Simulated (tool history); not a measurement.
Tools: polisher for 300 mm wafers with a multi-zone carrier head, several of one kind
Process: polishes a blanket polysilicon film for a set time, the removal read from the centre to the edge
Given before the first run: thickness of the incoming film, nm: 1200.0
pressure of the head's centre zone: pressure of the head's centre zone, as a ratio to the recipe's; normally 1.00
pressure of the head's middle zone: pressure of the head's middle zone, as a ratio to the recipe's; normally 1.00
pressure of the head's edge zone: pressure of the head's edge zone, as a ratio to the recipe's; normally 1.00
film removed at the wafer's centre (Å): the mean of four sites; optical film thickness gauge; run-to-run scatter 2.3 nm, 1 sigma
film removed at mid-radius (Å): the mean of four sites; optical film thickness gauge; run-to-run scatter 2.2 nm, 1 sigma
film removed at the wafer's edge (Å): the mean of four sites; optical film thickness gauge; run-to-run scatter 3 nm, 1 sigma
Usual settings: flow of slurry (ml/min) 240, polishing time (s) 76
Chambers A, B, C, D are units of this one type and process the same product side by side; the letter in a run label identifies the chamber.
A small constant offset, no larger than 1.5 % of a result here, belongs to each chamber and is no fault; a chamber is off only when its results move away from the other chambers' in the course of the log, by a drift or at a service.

run,hour,flow of slurry (ml/min),pressure of the head's centre zone,pressure of the head's middle zone,pressure of the head's edge zone,polishing time (s),film removed at the wafer's centre (Å),film removed at mid-radius (Å),film removed at the wafer's edge (Å)
# hour 0.4: chamber C: slurry nozzle cleaned
1B,6.5,240,1.00,1.00,1.00,76,3137.7,3125.2,3124.8
2C,13.0,240,1.00,1.00,1.00,76,3162.9,3126.7,3189.4
3A,22.3,240,1.00,1.00,1.00,76,3174.7,3140.9,3126.0
# hour 22.7: chamber A: worn pad replaced by a new one
# hour 31.0: chamber A: edge zone pressure recalibrated
4D,31.5,240,1.00,1.00,1.00,76,3195.9,3095.4,3150.9
5B,37.5,290,1.00,1.00,1.00,76,3161.1,3168.3,3169.1
# hour 43.0: chamber B: worn pad replaced by a new one
6A,46.1,290,1.00,1.00,1.00,76,3274.1,3151.3,3184.2
7C,54.2,290,1.00,1.00,1.00,76,3156.5,3174.6,3181.8
8D,61.5,290,1.00,1.00,1.00,76,3212.7,3199.7,3168.9
# hour 64.0: chamber C: worn pad replaced by a new one
9D,70.9,240,1.00,1.00,1.00,76,3116.4,3128.7,3110.5
10B,76.9,240,1.00,1.00,1.00,76,3121.6,3112.6,3120.4
11C,82.2,240,1.00,1.00,1.00,76,3187.4,3143.6,3120.1
12A,87.1,240,1.00,1.00,1.00,76,3151.8,3129.7,3079.2
13B,94.4,240,1.00,1.00,1.00,76,3116.1,3057.7,3128.1
# hour 95.8: chamber D: worn pad replaced by a new one
14C,100.8,240,1.00,0.89,0.93,76,3107.2,2801.2,2997.3
15D,106.4,240,1.00,0.89,0.93,76,3128.1,2833.0,3072.2
# hour 109.9: chamber B: centre zone pressure recalibrated
16A,112.2,240,1.00,0.89,0.93,76,3181.0,2797.5,3018.7
17C,119.1,240,1.00,0.89,0.93,76,3147.9,2784.9,3018.4
# hour 125.5: chamber A: worn pad replaced by a new one
18A,127.7,240,1.00,1.00,1.00,76,3122.7,3133.2,3139.2
19B,132.5,240,1.00,1.00,1.00,76,3248.5,3142.8,3082.1
20D,140.5,240,1.05,0.93,1.00,76,3279.0,2961.5,3162.3
21C,145.4,240,1.05,0.93,1.00,76,3292.7,2942.1,3174.8
# hour 149.1: chamber B: edge zone pressure recalibrated
22A,153.8,240,1.05,0.93,1.00,76,3321.7,2869.2,3107.0
# hour 158.5: chamber D: centre zone pressure recalibrated
23D,162.3,240,1.05,0.93,1.00,76,3319.0,2945.1,3169.8
24B,167.7,240,1.00,1.00,1.00,76,3256.6,3107.2,3143.1
25D,176.1,240,1.00,1.00,1.00,76,3132.0,3098.6,3166.4
26A,182.3,240,0.90,1.04,1.00,76,2817.3,3215.4,3116.7

Each of the 4 chambers runs these same settings next. Fill in every chamber's results:
27A,189.2,240,1.00,1.10,1.00,76,?,?,?
27B,189.2,240,1.00,1.10,1.00,76,?,?,?
27C,189.2,240,1.00,1.10,1.00,76,?,?,?
27D,189.2,240,1.00,1.10,1.00,76,?,?,?

run,film removed at the wafer's centre (Å),film removed at mid-radius (Å),film removed at the wafer's edge (Å)
27A,3200.9,3400.3,3139.7
27B,3312.2,3412.3,3145.5
27C,3135.7,3446.8,3153.5
27D,3164.4,3415.1,3085.9
